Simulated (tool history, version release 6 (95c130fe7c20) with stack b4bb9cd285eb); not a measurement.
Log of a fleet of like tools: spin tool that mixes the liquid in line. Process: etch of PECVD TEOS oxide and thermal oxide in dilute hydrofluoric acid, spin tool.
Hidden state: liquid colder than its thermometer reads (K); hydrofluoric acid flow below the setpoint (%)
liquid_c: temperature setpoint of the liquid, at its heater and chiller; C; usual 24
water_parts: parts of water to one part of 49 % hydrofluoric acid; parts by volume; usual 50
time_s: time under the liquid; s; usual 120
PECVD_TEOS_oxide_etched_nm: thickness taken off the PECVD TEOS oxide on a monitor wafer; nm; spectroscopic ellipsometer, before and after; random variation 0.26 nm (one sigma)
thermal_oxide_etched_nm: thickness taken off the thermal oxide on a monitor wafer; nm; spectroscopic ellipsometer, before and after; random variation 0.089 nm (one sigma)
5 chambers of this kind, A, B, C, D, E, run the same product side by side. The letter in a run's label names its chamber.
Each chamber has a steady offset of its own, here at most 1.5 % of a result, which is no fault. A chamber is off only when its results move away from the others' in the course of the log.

run,hour,liquid_c,water_parts,time_s,hours since the thermometer was replaced,hours since the hydrofluoric acid flow meter was replaced,"read-back film thickness of the PECVD TEOS oxide reference wafer, read on the same gauge (nm)","read-back film thickness of the thermal oxide reference wafer, read on the same gauge (nm)",PECVD_TEOS_oxide_etched_nm,thermal_oxide_etched_nm
1D,4.5,24,50,120,764.7,1100.6,150,50.042,42.913,12.182
2E,8.1,24,50,120,301.1,369.1,150.02,50.001,43.258,12.325
3B,13.2,24,50,120,871.6,49.7,150.01,50.058,43.219,12.198
4A,15.7,24,50,120,2539.4,111.6,149.99,50.002,42.634,12.389
5C,20.9,24,50,120,789.9,367.4,150.03,49.949,42.611,12.081
6C,26.4,24,50,120,795.4,372.9,150.01,50.007,42.566,12.234
7A,29.3,24,50,120,2553,125.2,150.02,50.041,42.53,12.451
8D,32,24,50,120,792.2,1128.1,150,50.007,42.904,12.195
9E,36.7,24,50,120,329.7,397.7,150.02,49.995,42.88,12.325
10B,41,24,50,120,899.4,77.5,150,49.972,42.557,12.126
11B,43.4,24,50,120,901.8,79.9,150.01,50.041,42.96,12.024
12A,46.5,24,50,120,2570.2,142.4,149.99,49.997,42.369,12.323
13D,49.1,24,50,120,809.3,1145.2,150,50,42.581,12.085
14C,54,24,50,120,823,400.5,150,49.999,42.476,12.142
15E,58.8,24,50,120,351.8,419.8,149.99,50.025,43.105,12.257
# hour 64.1: chamber B: thermometer replaced
16C,64.1,24,50,120,833.1,410.6,150,49.985,42.612,12.089
17D,67.2,20,50,60,827.4,1163.3,150.01,49.979,18.303,5.111
18A,70.3,20,50,60,2594,166.2,149.99,50.057,17.862,5.2368
19B,74.2,20,50,60,10.1,110.7,150,50.039,18.094,5.1771
20E,79.6,20,50,60,372.6,440.6,149.97,50.026,18.178,5.1731
21B,82.6,20,50,60,18.5,119.1,150.01,50.029,18.332,5.136
22E,87.4,24,35,185,380.4,448.4,150.01,50.036,96.548,27.524
23A,90.8,24,35,185,2614.5,186.7,150,50.021,95.761,27.837
24D,95.4,24,35,185,855.6,1191.5,150.01,49.971,96.336,26.981
25C,98.3,24,35,185,867.3,444.8,149.98,49.964,95.124,27.091
26A,103.1,24,35,185,2626.8,199,150.01,49.994,96.612,27.713
27D,108.3,24,50,120,868.5,1204.4,149.99,50.016,43.03,12.179
28B,110.9,24,50,120,46.8,147.4,150,49.983,43.561,12.067
29C,116.3,24,50,120,885.3,462.8,150.03,49.966,42.605,11.87
30E,119,24,50,120,412,480,150.01,49.963,42.992,12.319
31A,121.7,24,50,120,2645.4,217.6,149.98,50.023,42.455,12.308
32C,124.8,24,50,120,893.8,471.3,150.01,50.012,42.555,12.147
33E,129,24,50,120,422,490,150,49.98,42.67,12.049
34D,132.6,24,50,120,892.8,1228.7,150,49.959,42.946,12.052
35B,137.2,24,50,120,73.1,173.7,149.98,49.952,43.298,12.052
36E,141.6,24,50,120,434.6,502.6,150.02,49.989,42.434,12.192
# hour 146.9: chamber C: hydrofluoric acid flow meter replaced
37B,147,24,50,120,82.9,183.5,149.99,50.022,42.652,12.183
38C,149.9,24,50,120,918.9,3,149.97,50.001,42.448,12.12

Is one chamber off against the others, does the gauge drift, or is nothing wrong? If a chamber is off, say which, and what the likeliest cause is.

No chamber stands off beyond its own small offset, and the gauge holds steady.
